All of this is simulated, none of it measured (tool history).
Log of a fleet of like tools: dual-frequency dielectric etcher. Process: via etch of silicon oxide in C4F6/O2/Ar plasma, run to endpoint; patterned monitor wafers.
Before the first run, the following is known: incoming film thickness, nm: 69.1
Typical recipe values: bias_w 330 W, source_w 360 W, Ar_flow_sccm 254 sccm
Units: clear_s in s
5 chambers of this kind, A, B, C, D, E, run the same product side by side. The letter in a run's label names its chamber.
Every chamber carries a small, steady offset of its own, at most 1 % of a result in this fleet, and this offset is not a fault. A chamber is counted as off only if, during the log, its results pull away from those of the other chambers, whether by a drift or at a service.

| run | day | bias_w | source_w | Ar_flow_sccm | hours since the last wet clean | hours since the last bias power generator calibration | hours since the last source power generator calibration | hours since the last Ar flow controller change | clear_s |
|---|---|---|---|---|---|---|---|---|---|
| 1B | 0.125 | 330 | 360 | 254 | 83.0 | 876.2 | 1317.3 | 398.4 | 18.030 |
| 2C | 0.312 | 330 | 360 | 254 | 344.9 | 1894.6 | 504.8 | 624.7 | 18.120 |
| 3E | 0.421 | 330 | 360 | 254 | 128.1 | 1070.4 | 1630.0 | 1944.5 | 18.281 |
| 4A | 0.583 | 330 | 360 | 254 | 224.8 | 2621.8 | 1381.2 | 2028.4 | 18.171 |
| 5D | 0.783 | 330 | 360 | 254 | 35.5 | 2847.3 | 2581.5 | 776.1 | 18.093 |
| 6D | 0.950 | 330 | 360 | 254 | 39.5 | 2851.3 | 2585.5 | 780.1 | 18.250 |
| 7E | 1.162 | 330 | 360 | 254 | 145.9 | 1088.2 | 1647.8 | 1962.3 | 18.269 |
| 8B | 1.417 | 330 | 360 | 254 | 114.0 | 907.2 | 1348.3 | 429.4 | 18.048 |
| 9A | 1.550 | 330 | 360 | 254 | 248.0 | 2645.0 | 1404.4 | 2051.6 | 18.137 |
| 10C | 1.671 | 291 | 310 | 254 | 377.5 | 1927.2 | 537.4 | 657.3 | 20.032 |
| 11B | 1.838 | 291 | 310 | 254 | 124.1 | 917.3 | 1358.4 | 439.5 | 19.949 |
|  | 1.875 | chamber C: wet clean of the chamber |
| 12A | 1.975 | 291 | 310 | 254 | 258.2 | 2655.2 | 1414.6 | 2061.8 | 19.939 |
| 13C | 2.100 | 291 | 310 | 254 | 5.4 | 1937.5 | 547.7 | 667.6 | 19.078 |
| 14D | 2.242 | 291 | 310 | 254 | 70.5 | 2882.3 | 2616.5 | 811.1 | 20.091 |
| 15E | 2.408 | 330 | 360 | 254 | 175.8 | 1118.1 | 1677.7 | 1992.2 | 18.233 |
| 16D | 2.562 | 330 | 360 | 254 | 78.2 | 2890.0 | 2624.2 | 818.8 | 18.176 |
| 17A | 2.708 | 291 | 360 | 254 | 275.8 | 2672.8 | 1432.2 | 2079.4 | 18.887 |
| 18C | 2.933 | 291 | 360 | 254 | 25.4 | 1957.5 | 567.7 | 687.6 | 18.199 |
| 19E | 3.154 | 291 | 360 | 254 | 193.7 | 1136.0 | 1695.6 | 2010.1 | 19.084 |
| 20B | 3.383 | 291 | 360 | 254 | 161.2 | 954.4 | 1395.5 | 476.6 | 18.827 |
| 21A | 3.517 | 291 | 360 | 254 | 295.2 | 2692.2 | 1451.6 | 2098.8 | 18.889 |
| 22C | 3.700 | 330 | 360 | 254 | 43.8 | 1975.9 | 586.1 | 706.0 | 17.271 |
| 23E | 3.900 | 330 | 360 | 254 | 211.6 | 1153.9 | 1713.5 | 2028.0 | 18.129 |
| 24D | 4.038 | 330 | 360 | 254 | 113.6 | 2925.4 | 2659.6 | 854.2 | 18.178 |
| 25B | 4.212 | 330 | 360 | 254 | 181.1 | 974.3 | 1415.4 | 496.5 | 17.941 |
| 26A | 4.333 | 330 | 360 | 222 | 314.8 | 2711.8 | 1471.2 | 2118.4 | 17.801 |
| 27B | 4.558 | 330 | 360 | 222 | 189.4 | 982.6 | 1423.7 | 504.8 | 17.683 |
| 28D | 4.775 | 330 | 360 | 222 | 131.3 | 2943.1 | 2677.3 | 871.9 | 17.919 |
| 29C | 4.925 | 330 | 360 | 222 | 73.2 | 2005.3 | 615.5 | 735.4 | 17.105 |
| 30E | 5.079 | 330 | 360 | 222 | 239.9 | 1182.2 | 1741.8 | 2056.3 | 17.846 |
| 31C | 5.238 | 330 | 360 | 254 | 80.7 | 2012.8 | 623.0 | 742.9 | 17.347 |
| 32A | 5.483 | 330 | 360 | 254 | 342.4 | 2739.4 | 1498.8 | 2146.0 | 18.023 |
| 33D | 5.642 | 392 | 320 | 254 | 152.1 | 2963.9 | 2698.1 | 892.7 | 17.808 |
| 34E | 5.775 | 392 | 320 | 254 | 256.6 | 1198.9 | 1758.5 | 2073.0 | 17.848 |
| 35B | 5.929 | 392 | 320 | 254 | 222.3 | 1015.5 | 1456.6 | 537.7 | 17.753 |

One chamber off, gauge drift, or nothing amiss beyond the chambers' own small offsets? If it is a chamber, which one, and what is the likeliest cause?

Chamber C came out of a service off from its peers and stayed that way.
Most likely cause: etch rate over this chamber's usual, % = 4.84.

Chamber C could run next with any of the 4 candidate recipes listed below; each alters the usual settings, and their results appear as question marks. Which one brings its results back in line with what the other chambers deliver on the usual settings?
In line here means within this much of the mean the other chambers give on the usual settings: clear_s 0.260 s
| 36C-1 | 6.112 | 310 | 340 | 254 |  |  |  |  | ? |
| 36C-2 | 6.112 | 330 | 400 | 246 |  |  |  |  | ? |
| 36C-3 | 6.112 | 330 | 440 | 254 |  |  |  |  | ? |
| 36C-4 | 6.112 | 262 | 360 | 254 |  |  |  |  | ? |

The other chambers' mean on the usual settings: clear_s 18.117 s
| run | clear_s |
|---|---|
| 36C-1 | 18.110 |
| 36C-2 | 16.618 |
| 36C-3 | 16.091 |
| 36C-4 | 18.766 |
The answer is 36C-1, which returns the chamber to within the allowed miss of the others.
